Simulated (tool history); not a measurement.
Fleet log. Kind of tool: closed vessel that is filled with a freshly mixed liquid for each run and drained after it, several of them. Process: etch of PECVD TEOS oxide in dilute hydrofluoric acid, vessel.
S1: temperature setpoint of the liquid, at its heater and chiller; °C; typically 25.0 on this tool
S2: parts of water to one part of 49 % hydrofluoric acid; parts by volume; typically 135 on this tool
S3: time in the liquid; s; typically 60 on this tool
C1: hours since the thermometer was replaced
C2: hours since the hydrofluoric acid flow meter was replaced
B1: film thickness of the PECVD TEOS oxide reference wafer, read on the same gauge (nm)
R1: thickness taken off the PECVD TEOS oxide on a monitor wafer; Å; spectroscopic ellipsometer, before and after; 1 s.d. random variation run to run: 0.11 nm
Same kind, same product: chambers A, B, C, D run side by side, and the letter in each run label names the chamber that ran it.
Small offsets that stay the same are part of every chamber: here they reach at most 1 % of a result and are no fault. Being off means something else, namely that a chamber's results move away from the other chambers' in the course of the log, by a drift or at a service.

run 1A hour=12.8 | S1=25.0 S2=135 S3=60 | C1=2099.5 C2=1716.1 | B1=79.991 | R1=125.650
run 2C hour=20.5 | S1=25.0 S2=135 S3=60 | C1=534.0 C2=1651.6 | B1=79.976 | R1=123.440
run 3B hour=29.4 | S1=25.0 S2=135 S3=60 | C1=671.6 C2=361.8 | B1=80.026 | R1=126.860
run 4D hour=37.4 | S1=25.0 S2=135 S3=60 | C1=2066.5 C2=49.3 | B1=79.989 | R1=123.040
run 5D hour=43.5 | S1=25.0 S2=135 S3=60 | C1=2072.6 C2=55.4 | B1=79.996 | R1=125.230
run 6C hour=53.4 | S1=25.0 S2=135 S3=60 | C1=566.9 C2=1684.5 | B1=80.009 | R1=124.780
run 7A hour=60.7 | S1=25.0 S2=135 S3=60 | C1=2147.4 C2=1764.0 | B1=80.012 | R1=127.100
run 8B hour=73.5 | S1=25.0 S2=135 S3=60 | C1=715.7 C2=405.9 | B1=79.992 | R1=126.090
run 9D hour=83.0 | S1=25.0 S2=135 S3=60 | C1=2112.1 C2=94.9 | B1=80.007 | R1=124.360
run 10A hour=94.1 | S1=25.0 S2=135 S3=60 | C1=2180.8 C2=1797.4 | B1=79.982 | R1=127.060
run 11C hour=104.0 | S1=25.0 S2=135 S3=60 | C1=617.5 C2=1735.1 | B1=79.988 | R1=126.000
run 12B hour=115.4 | S1=25.0 S2=135 S3=60 | C1=757.6 C2=447.8 | B1=79.999 | R1=128.930
run 13C hour=125.4 | S1=25.0 S2=135 S3=60 | C1=638.9 C2=1756.5 | B1=80.018 | R1=124.930
run 14D hour=134.8 | S1=25.0 S2=135 S3=60 | C1=2163.9 C2=146.7 | B1=79.995 | R1=124.010
run 15B hour=145.2 | S1=25.0 S2=135 S3=60 | C1=787.4 C2=477.6 | B1=80.012 | R1=127.780
run 16A hour=157.4 | S1=25.0 S2=135 S3=60 | C1=2244.1 C2=1860.7 | B1=79.989 | R1=126.540
run 17C hour=170.6 | S1=25.0 S2=135 S3=60 | C1=684.1 C2=1801.7 | B1=79.985 | R1=124.580
run 18D hour=181.0 | S1=23.0 S2=205 S3=60 | C1=2210.1 C2=192.9 | B1=79.992 | R1=68.922
run 19A hour=189.9 | S1=23.0 S2=205 S3=60 | C1=2276.6 C2=1893.2 | B1=80.008 | R1=70.956
run 20B hour=198.6 | S1=23.0 S2=205 S3=60 | C1=840.8 C2=531.0 | B1=80.018 | R1=72.855
-- hour=202.6 chamber C: hydrofluoric acid flow meter replaced
-- hour=203.8 chamber D: thermometer replaced
run 21C hour=205.6 | S1=23.0 S2=205 S3=60 | C1=719.1 C2=3.1 | B1=80.000 | R1=67.479
run 22D hour=214.9 | S1=25.0 S2=135 S3=60 | C1=11.2 C2=226.8 | B1=80.005 | R1=126.010
run 23B hour=223.0 | S1=21.5 S2=135 S3=45 | C1=865.2 C2=555.4 | B1=80.008 | R1=82.638
run 24A hour=235.1 | S1=21.5 S2=135 S3=45 | C1=2321.8 C2=1938.4 | B1=79.988 | R1=82.886
run 25A hour=243.6 | S1=21.5 S2=135 S3=45 | C1=2330.3 C2=1946.9 | B1=80.009 | R1=81.903
run 26B hour=252.9 | S1=21.5 S2=135 S3=45 | C1=895.1 C2=585.3 | B1=79.991 | R1=83.547
run 27C hour=263.2 | S1=25.0 S2=135 S3=60 | C1=776.7 C2=60.7 | B1=80.003 | R1=118.270
run 28D hour=274.2 | S1=25.0 S2=135 S3=60 | C1=70.5 C2=286.1 | B1=80.012 | R1=125.980
run 29A hour=287.3 | S1=25.0 S2=135 S3=60 | C1=2374.0 C2=1990.6 | B1=79.999 | R1=125.890
run 30B hour=300.1 | S1=25.0 S2=135 S3=60 | C1=942.3 C2=632.5 | B1=80.006 | R1=127.450
run 31D hour=308.5 | S1=25.0 S2=135 S3=60 | C1=104.8 C2=320.4 | B1=79.986 | R1=125.840
run 32C hour=317.7 | S1=25.0 S2=135 S3=60 | C1=831.2 C2=115.2 | B1=79.976 | R1=117.420
run 33A hour=330.7 | S1=25.0 S2=135 S3=60 | C1=2417.4 C2=2034.0 | B1=80.005 | R1=124.220
run 34D hour=338.5 | S1=25.0 S2=135 S3=60 | C1=134.8 C2=350.4 | B1=80.005 | R1=126.130

Next, every chamber runs the same settings. What will each give?
run 35A hour=348.6 | S1=25.0 S2=135 S3=60 | R1=?
run 35B hour=348.6 | S1=25.0 S2=135 S3=60 | R1=?
run 35C hour=348.6 | S1=25.0 S2=135 S3=60 | R1=?
run 35D hour=348.6 | S1=25.0 S2=135 S3=60 | R1=?

run=35A R1=127.040
run=35B R1=127.090
run=35C R1=115.440
run=35D R1=126.660

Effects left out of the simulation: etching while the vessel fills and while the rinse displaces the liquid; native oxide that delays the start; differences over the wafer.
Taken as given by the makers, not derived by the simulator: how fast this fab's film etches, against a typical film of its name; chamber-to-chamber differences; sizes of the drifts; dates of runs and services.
